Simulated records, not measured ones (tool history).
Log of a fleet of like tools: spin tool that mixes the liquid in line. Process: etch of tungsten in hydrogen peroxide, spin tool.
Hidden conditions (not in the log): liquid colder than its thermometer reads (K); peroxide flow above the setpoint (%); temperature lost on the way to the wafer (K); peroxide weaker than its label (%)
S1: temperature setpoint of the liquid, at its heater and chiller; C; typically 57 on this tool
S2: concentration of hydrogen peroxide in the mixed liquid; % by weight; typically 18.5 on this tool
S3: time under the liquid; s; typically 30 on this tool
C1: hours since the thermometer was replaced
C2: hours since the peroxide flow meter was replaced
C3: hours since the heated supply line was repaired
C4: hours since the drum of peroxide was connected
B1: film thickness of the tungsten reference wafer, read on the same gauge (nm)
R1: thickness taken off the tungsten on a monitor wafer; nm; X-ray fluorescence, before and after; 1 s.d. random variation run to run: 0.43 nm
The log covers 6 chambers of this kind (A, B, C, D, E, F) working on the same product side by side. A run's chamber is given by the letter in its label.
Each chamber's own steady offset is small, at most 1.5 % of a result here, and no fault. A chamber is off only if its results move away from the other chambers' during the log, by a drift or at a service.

run 1F day=0.238 | S1=57 S2=18.5 S3=30 | C1=54.3 C2=654.4 C3=958.7 C4=377.3 | B1=59.975 | R1=98.421
run 2E day=0.446 | S1=57 S2=18.5 S3=30 | C1=3157.6 C2=438.9 C3=122.8 C4=353.8 | B1=60.032 | R1=99.676
run 3C day=0.650 | S1=57 S2=18.5 S3=30 | C1=1470.9 C2=384.0 C3=2069.1 C4=224.0 | B1=60.039 | R1=99.865
run 4D day=0.912 | S1=57 S2=18.5 S3=30 | C1=1106.9 C2=848.1 C3=531.8 C4=295.9 | B1=60.016 | R1=99.757
run 5A day=1.108 | S1=57 S2=18.5 S3=30 | C1=485.1 C2=1462.4 C3=1257.9 C4=242.4 | B1=60.033 | R1=99.190
run 6B day=1.304 | S1=57 S2=18.5 S3=30 | C1=1903.0 C2=230.7 C3=911.5 C4=229.0 | B1=60.008 | R1=98.741
run 7A day=1.662 | S1=57 S2=18.5 S3=30 | C1=498.4 C2=1475.7 C3=1271.2 C4=255.7 | B1=60.017 | R1=99.181
run 8C day=1.962 | S1=57 S2=18.5 S3=30 | C1=1502.4 C2=415.5 C3=2100.6 C4=255.5 | B1=60.040 | R1=100.370
run 9D day=2.325 | S1=57 S2=18.5 S3=30 | C1=1140.8 C2=882.0 C3=565.7 C4=329.8 | B1=59.999 | R1=100.130
run 10B day=2.554 | S1=57 S2=15.0 S3=30 | C1=1933.0 C2=260.7 C3=941.5 C4=259.0 | B1=59.937 | R1=89.823
run 11F day=2.900 | S1=57 S2=15.0 S3=30 | C1=118.2 C2=718.3 C3=1022.6 C4=441.2 | B1=60.018 | R1=89.114
run 12E day=3.258 | S1=57 S2=15.0 S3=30 | C1=3225.1 C2=506.4 C3=190.3 C4=421.3 | B1=60.020 | R1=89.400
run 13A day=3.521 | S1=57 S2=15.0 S3=30 | C1=543.0 C2=1520.3 C3=1315.8 C4=300.3 | B1=60.028 | R1=88.727
run 14E day=3.883 | S1=57 S2=15.0 S3=30 | C1=3240.1 C2=521.4 C3=205.3 C4=436.3 | B1=59.940 | R1=88.358
-- day=4.133 chamber F: heated supply line repaired
run 15D day=4.238 | S1=57 S2=15.0 S3=30 | C1=1186.7 C2=927.9 C3=611.6 C4=375.7 | B1=59.926 | R1=89.556
run 16B day=4.488 | S1=57 S2=21.5 S3=30 | C1=1979.4 C2=307.1 C3=987.9 C4=305.4 | B1=59.984 | R1=107.140
run 17C day=4.871 | S1=57 S2=21.5 S3=30 | C1=1572.2 C2=485.3 C3=2170.4 C4=325.3 | B1=60.024 | R1=107.040
run 18F day=5.117 | S1=57 S2=21.5 S3=30 | C1=171.4 C2=771.5 C3=23.7 C4=494.4 | B1=60.007 | R1=107.870
-- day=5.238 chamber E: thermometer replaced
run 19F day=5.404 | S1=57 S2=21.5 S3=30 | C1=178.3 C2=778.4 C3=30.6 C4=501.3 | B1=59.996 | R1=108.170
-- day=5.608 chamber A: thermometer replaced
run 20C day=5.629 | S1=57 S2=21.5 S3=30 | C1=1590.4 C2=503.5 C3=2188.6 C4=343.5 | B1=59.982 | R1=107.690
run 21E day=5.862 | S1=57 S2=21.5 S3=30 | C1=15.1 C2=568.9 C3=252.8 C4=483.8 | B1=59.993 | R1=106.780
run 22D day=6.200 | S1=57 S2=18.5 S3=30 | C1=1233.8 C2=975.0 C3=658.7 C4=422.8 | B1=59.973 | R1=99.624
run 23B day=6.462 | S1=57 S2=18.5 S3=30 | C1=2026.8 C2=354.5 C3=1035.3 C4=352.8 | B1=60.028 | R1=99.259
run 24A day=6.671 | S1=57 S2=18.5 S3=30 | C1=25.5 C2=1595.9 C3=1391.4 C4=375.9 | B1=60.010 | R1=98.489
run 25E day=7.054 | S1=57 S2=18.5 S3=30 | C1=43.7 C2=597.5 C3=281.4 C4=512.4 | B1=60.001 | R1=99.221
-- day=7.208 chamber D: peroxide flow meter replaced
run 26D day=7.433 | S1=57 S2=18.5 S3=30 | C1=1263.4 C2=5.5 C3=688.3 C4=452.4 | B1=60.025 | R1=99.124
run 27B day=7.679 | S1=57 S2=18.5 S3=30 | C1=2056.0 C2=383.7 C3=1064.5 C4=382.0 | B1=59.950 | R1=99.749
run 28C day=7.933 | S1=57 S2=14.5 S3=50 | C1=1645.7 C2=558.8 C3=2243.9 C4=398.8 | B1=59.988 | R1=147.130
-- day=8.058 chamber B: new drum of peroxide connected
run 29F day=8.242 | S1=57 S2=14.5 S3=50 | C1=246.4 C2=846.5 C3=98.7 C4=569.4 | B1=59.991 | R1=150.460
run 30A day=8.533 | S1=57 S2=14.5 S3=50 | C1=70.2 C2=1640.6 C3=1436.1 C4=420.6 | B1=60.021 | R1=145.720
run 31B day=8.796 | S1=57 S2=14.5 S3=50 | C1=2082.8 C2=410.5 C3=1091.3 C4=17.7 | B1=59.984 | R1=145.620
run 32E day=9.146 | S1=57 S2=14.5 S3=50 | C1=93.9 C2=647.7 C3=331.6 C4=562.6 | B1=60.017 | R1=146.080
run 33F day=9.512 | S1=57 S2=14.5 S3=50 | C1=276.9 C2=877.0 C3=129.2 C4=599.9 | B1=60.030 | R1=152.340
run 34C day=9.704 | S1=57 S2=18.5 S3=30 | C1=1688.2 C2=601.3 C3=2286.4 C4=441.3 | B1=60.002 | R1=99.250
run 35A day=9.975 | S1=57 S2=18.5 S3=30 | C1=104.8 C2=1675.2 C3=1470.7 C4=455.2 | B1=60.006 | R1=99.604
run 36D day=10.221 | S1=57 S2=18.5 S3=15 | C1=1330.3 C2=72.4 C3=755.2 C4=519.3 | B1=60.020 | R1=49.622
run 37A day=10.479 | S1=57 S2=18.5 S3=15 | C1=116.9 C2=1687.3 C3=1482.8 C4=467.3 | B1=59.987 | R1=49.648
run 38E day=10.671 | S1=57 S2=18.5 S3=15 | C1=130.5 C2=684.3 C3=368.2 C4=599.2 | B1=60.013 | R1=49.816
run 39D day=11.046 | S1=57 S2=18.5 S3=15 | C1=1350.1 C2=92.2 C3=775.0 C4=539.1 | B1=60.041 | R1=50.085
run 40B day=11.275 | S1=57 S2=18.5 S3=15 | C1=2142.3 C2=470.0 C3=1150.8 C4=77.2 | B1=60.012 | R1=49.823
run 41F day=11.621 | S1=57 S2=18.5 S3=15 | C1=327.5 C2=927.6 C3=179.8 C4=650.5 | B1=60.058 | R1=52.308
run 42C day=11.867 | S1=57 S2=18.5 S3=30 | C1=1740.1 C2=653.2 C3=2338.3 C4=493.2 | B1=59.994 | R1=100.110
run 43C day=12.125 | S1=57 S2=18.5 S3=30 | C1=1746.3 C2=659.4 C3=2344.5 C4=499.4 | B1=60.014 | R1=101.140
run 44A day=12.483 | S1=57 S2=18.5 S3=30 | C1=165.0 C2=1735.4 C3=1530.9 C4=515.4 | B1=60.002 | R1=98.754

All chambers now run identical settings, listed one chamber a line with results as question marks. What results will each chamber show?
run 45A day=12.762 | S1=57 S2=18.5 S3=30 | R1=?
run 45B day=12.762 | S1=57 S2=18.5 S3=30 | R1=?
run 45C day=12.762 | S1=57 S2=18.5 S3=30 | R1=?
run 45D day=12.762 | S1=57 S2=18.5 S3=30 | R1=?
run 45E day=12.762 | S1=57 S2=18.5 S3=30 | R1=?
run 45F day=12.762 | S1=57 S2=18.5 S3=30 | R1=?

run=45A R1=98.164
run=45B R1=98.569
run=45C R1=100.560
run=45D R1=99.122
run=45E R1=99.723
run=45F R1=104.640
